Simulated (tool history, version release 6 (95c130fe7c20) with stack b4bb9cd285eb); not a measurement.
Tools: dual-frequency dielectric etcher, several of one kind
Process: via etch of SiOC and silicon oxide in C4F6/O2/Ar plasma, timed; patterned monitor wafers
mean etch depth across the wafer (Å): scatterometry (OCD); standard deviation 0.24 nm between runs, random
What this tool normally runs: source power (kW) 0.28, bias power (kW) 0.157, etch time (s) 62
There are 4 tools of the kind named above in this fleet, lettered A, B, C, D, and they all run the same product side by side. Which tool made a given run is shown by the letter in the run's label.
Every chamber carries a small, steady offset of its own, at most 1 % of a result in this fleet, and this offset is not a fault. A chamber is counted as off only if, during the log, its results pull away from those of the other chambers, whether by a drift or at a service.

| run | hour | source power (kW) | bias power (kW) | etch time (s) | hours since the last wet clean | hours since the last source power generator calibration | hours since the last bias power generator calibration | read-back reference wafer on the same gauge, depth_nm | mean etch depth across the wafer (Å) |
|---|---|---|---|---|---|---|---|---|---|
| 1C | 9 | 0.28 | 0.157 | 62 | 124.6 | 1542.3 | 921.4 | 48.304 | 579.11 |
| 2D | 14.4 | 0.28 | 0.157 | 62 | 293.6 | 2993.8 | 1194.5 | 48.287 | 578.49 |
|  | 20.1 | chamber D: source power generator calibrated |
| 3B | 22.9 | 0.28 | 0.157 | 62 | 44.9 | 1237.7 | 833.8 | 48.298 | 588.42 |
| 4A | 28.6 | 0.28 | 0.157 | 62 | 484.3 | 2814.8 | 523.6 | 48.287 | 581.77 |
| 5C | 37 | 0.28 | 0.157 | 62 | 152.6 | 1570.3 | 949.4 | 48.302 | 586.13 |
|  | 37.7 | chamber A: wet clean of the chamber |
| 6D | 45.7 | 0.28 | 0.157 | 62 | 324.9 | 25.7 | 1225.8 | 48.31 | 577.89 |
| 7B | 54.8 | 0.28 | 0.157 | 62 | 76.8 | 1269.6 | 865.7 | 48.267 | 586.72 |
| 8A | 63.2 | 0.28 | 0.157 | 62 | 25.5 | 2849.4 | 558.2 | 48.319 | 585.2 |
| 9A | 71.9 | 0.28 | 0.157 | 62 | 34.2 | 2858.1 | 566.9 | 48.291 | 583.91 |
| 10D | 77.4 | 0.28 | 0.157 | 62 | 356.6 | 57.4 | 1257.5 | 48.302 | 576.92 |
| 11B | 82.9 | 0.28 | 0.157 | 62 | 104.9 | 1297.7 | 893.8 | 48.283 | 588.3 |
| 12C | 87.5 | 0.28 | 0.157 | 62 | 203.1 | 1620.8 | 999.9 | 48.323 | 581.34 |
| 13C | 93.9 | 0.28 | 0.157 | 62 | 209.5 | 1627.2 | 1006.3 | 48.28 | 585.47 |
| 14A | 98.6 | 0.28 | 0.157 | 62 | 60.9 | 2884.8 | 593.6 | 48.313 | 582.95 |
| 15D | 107.7 | 0.28 | 0.157 | 62 | 386.9 | 87.7 | 1287.8 | 48.3 | 576.12 |
|  | 108.2 | chamber D: wet clean of the chamber |
| 16B | 113.2 | 0.28 | 0.157 | 62 | 135.2 | 1328 | 924.1 | 48.289 | 584.18 |
| 17C | 117.3 | 0.28 | 0.157 | 62 | 232.9 | 1650.6 | 1029.7 | 48.32 | 581.08 |
| 18D | 123.7 | 0.28 | 0.157 | 62 | 15.6 | 103.7 | 1303.8 | 48.259 | 578.7 |
| 19B | 130.9 | 0.28 | 0.157 | 62 | 152.9 | 1345.7 | 941.8 | 48.283 | 585.85 |
| 20A | 140.4 | 0.28 | 0.157 | 62 | 102.7 | 2926.6 | 635.4 | 48.283 | 585.11 |
| 21A | 149.1 | 0.28 | 0.157 | 62 | 111.4 | 2935.3 | 644.1 | 48.271 | 584.32 |
| 22C | 156.7 | 0.28 | 0.157 | 62 | 272.3 | 1690 | 1069.1 | 48.32 | 581.64 |
| 23B | 162.9 | 0.28 | 0.157 | 62 | 184.9 | 1377.7 | 973.8 | 48.293 | 584.23 |
| 24D | 172.4 | 0.28 | 0.157 | 62 | 64.3 | 152.4 | 1352.5 | 48.315 | 580.1 |

Decide between three cases: one chamber stands off from its peers, the gauge reading all wafers drifts, or nothing is wrong past each chamber's small offset. Where a chamber is off, say which and what most likely put it there.

Nothing is wrong: each chamber keeps only its own small, steady offset and the gauge holds still.
